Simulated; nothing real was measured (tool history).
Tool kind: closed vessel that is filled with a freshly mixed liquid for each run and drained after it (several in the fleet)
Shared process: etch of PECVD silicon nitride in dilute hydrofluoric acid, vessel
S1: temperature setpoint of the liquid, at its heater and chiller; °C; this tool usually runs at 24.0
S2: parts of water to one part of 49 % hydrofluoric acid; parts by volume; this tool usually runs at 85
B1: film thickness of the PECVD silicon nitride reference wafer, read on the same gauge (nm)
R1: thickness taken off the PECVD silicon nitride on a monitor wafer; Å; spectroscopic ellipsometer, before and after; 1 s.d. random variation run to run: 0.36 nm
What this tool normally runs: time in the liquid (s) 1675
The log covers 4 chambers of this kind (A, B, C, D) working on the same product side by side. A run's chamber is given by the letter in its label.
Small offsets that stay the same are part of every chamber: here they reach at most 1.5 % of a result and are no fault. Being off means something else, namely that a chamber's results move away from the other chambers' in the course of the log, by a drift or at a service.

{"day": 0.008, "done": "chamber D: hydrofluoric acid flow meter replaced"}
{"run": "1B", "day": 0.529, "S1": 24.0, "S2": 85, "time in the liquid (s)": 1675, "B1": 30.041, "R1": 506.11}
{"run": "2D", "day": 0.846, "S1": 24.0, "S2": 85, "time in the liquid (s)": 1675, "B1": 30.03, "R1": 508.87}
{"run": "3C", "day": 1.146, "S1": 24.0, "S2": 85, "time in the liquid (s)": 1675, "B1": 30.008, "R1": 511.32}
{"run": "4A", "day": 1.675, "S1": 24.0, "S2": 85, "time in the liquid (s)": 1675, "B1": 30.044, "R1": 500.41}
{"run": "5A", "day": 2.175, "S1": 24.0, "S2": 85, "time in the liquid (s)": 1675, "B1": 30.031, "R1": 497.02}
{"run": "6D", "day": 2.583, "S1": 24.0, "S2": 85, "time in the liquid (s)": 1675, "B1": 30.004, "R1": 505.74}
{"day": 2.658, "done": "chamber B: hydrofluoric acid flow meter replaced"}
{"run": "7C", "day": 2.988, "S1": 24.0, "S2": 100, "time in the liquid (s)": 2360, "B1": 29.965, "R1": 611.48}
{"run": "8B", "day": 3.254, "S1": 24.0, "S2": 100, "time in the liquid (s)": 2360, "B1": 30.007, "R1": 611.82}
{"run": "9D", "day": 3.754, "S1": 24.0, "S2": 100, "time in the liquid (s)": 2360, "B1": 30.049, "R1": 610.19}
{"run": "10C", "day": 4.167, "S1": 24.0, "S2": 100, "time in the liquid (s)": 2360, "B1": 30.001, "R1": 616.69}
{"run": "11B", "day": 4.488, "S1": 28.0, "S2": 85, "time in the liquid (s)": 1220, "B1": 29.947, "R1": 484.65}
{"run": "12A", "day": 4.762, "S1": 28.0, "S2": 85, "time in the liquid (s)": 1220, "B1": 30.027, "R1": 478.37}
{"run": "13D", "day": 5.354, "S1": 28.0, "S2": 85, "time in the liquid (s)": 1220, "B1": 30.02, "R1": 477.17}
{"day": 5.617, "done": "chamber C: thermometer replaced"}
{"run": "14B", "day": 5.954, "S1": 28.0, "S2": 85, "time in the liquid (s)": 1220, "B1": 30.022, "R1": 481.57}
{"run": "15C", "day": 6.442, "S1": 24.0, "S2": 85, "time in the liquid (s)": 1675, "B1": 30.017, "R1": 522.29}
{"run": "16A", "day": 6.725, "S1": 24.0, "S2": 85, "time in the liquid (s)": 1675, "B1": 29.999, "R1": 500.7}
{"run": "17D", "day": 7.183, "S1": 24.0, "S2": 85, "time in the liquid (s)": 1675, "B1": 29.974, "R1": 503.0}
{"run": "18C", "day": 7.458, "S1": 24.0, "S2": 85, "time in the liquid (s)": 1675, "B1": 29.988, "R1": 517.79}
{"run": "19A", "day": 7.717, "S1": 24.0, "S2": 85, "time in the liquid (s)": 1675, "B1": 29.994, "R1": 505.6}
{"run": "20B", "day": 8.275, "S1": 24.0, "S2": 85, "time in the liquid (s)": 1675, "B1": 30.025, "R1": 508.48}
{"run": "21B", "day": 8.579, "S1": 24.0, "S2": 85, "time in the liquid (s)": 1675, "B1": 30.011, "R1": 503.31}
{"run": "22D", "day": 8.992, "S1": 24.0, "S2": 85, "time in the liquid (s)": 1675, "B1": 29.985, "R1": 512.25}
{"run": "23C", "day": 9.538, "S1": 24.0, "S2": 85, "time in the liquid (s)": 1675, "B1": 29.972, "R1": 524.44}
{"run": "24A", "day": 9.812, "S1": 21.0, "S2": 85, "time in the liquid (s)": 1675, "B1": 30.0, "R1": 410.55}
{"run": "25B", "day": 10.246, "S1": 21.0, "S2": 85, "time in the liquid (s)": 1675, "B1": 29.978, "R1": 417.2}
{"run": "26D", "day": 10.675, "S1": 21.0, "S2": 85, "time in the liquid (s)": 1675, "B1": 29.992, "R1": 418.39}
{"run": "27C", "day": 11.004, "S1": 21.0, "S2": 85, "time in the liquid (s)": 1675, "B1": 29.999, "R1": 440.6}
{"run": "28A", "day": 11.454, "S1": 24.0, "S2": 85, "time in the liquid (s)": 1675, "B1": 30.014, "R1": 504.66}
{"run": "29B", "day": 11.842, "S1": 25.5, "S2": 85, "time in the liquid (s)": 1675, "B1": 29.976, "R1": 564.14}
{"run": "30C", "day": 12.229, "S1": 25.5, "S2": 85, "time in the liquid (s)": 1675, "B1": 29.977, "R1": 600.26}
{"run": "31A", "day": 12.604, "S1": 25.5, "S2": 85, "time in the liquid (s)": 1675, "B1": 30.036, "R1": 555.4}
{"run": "32D", "day": 13.175, "S1": 25.5, "S2": 85, "time in the liquid (s)": 1675, "B1": 29.994, "R1": 559.02}
{"run": "33C", "day": 13.596, "S1": 21.5, "S2": 115, "time in the liquid (s)": 1675, "B1": 29.979, "R1": 340.77}
{"run": "34B", "day": 14.196, "S1": 21.5, "S2": 115, "time in the liquid (s)": 1675, "B1": 29.992, "R1": 317.34}
{"run": "35A", "day": 14.729, "S1": 21.5, "S2": 115, "time in the liquid (s)": 1675, "B1": 30.019, "R1": 317.93}
{"run": "36D", "day": 15.179, "S1": 21.5, "S2": 115, "time in the liquid (s)": 1675, "B1": 29.965, "R1": 319.74}
{"run": "37B", "day": 15.675, "S1": 24.0, "S2": 85, "time in the liquid (s)": 1675, "B1": 29.968, "R1": 505.23}
{"run": "38A", "day": 15.958, "S1": 24.0, "S2": 85, "time in the liquid (s)": 1675, "B1": 29.959, "R1": 502.77}

Next, every chamber runs the same settings. What will each give?
{"run": "39A", "day": 16.388, "S1": 24.0, "S2": 70, "time in the liquid (s)": 1675, "R1": "?"}
{"run": "39B", "day": 16.388, "S1": 24.0, "S2": 70, "time in the liquid (s)": 1675, "R1": "?"}
{"run": "39C", "day": 16.388, "S1": 24.0, "S2": 70, "time in the liquid (s)": 1675, "R1": "?"}
{"run": "39D", "day": 16.388, "S1": 24.0, "S2": 70, "time in the liquid (s)": 1675, "R1": "?"}

run=39A R1=600.62
run=39B R1=621.81
run=39C R1=666.62
run=39D R1=611.96

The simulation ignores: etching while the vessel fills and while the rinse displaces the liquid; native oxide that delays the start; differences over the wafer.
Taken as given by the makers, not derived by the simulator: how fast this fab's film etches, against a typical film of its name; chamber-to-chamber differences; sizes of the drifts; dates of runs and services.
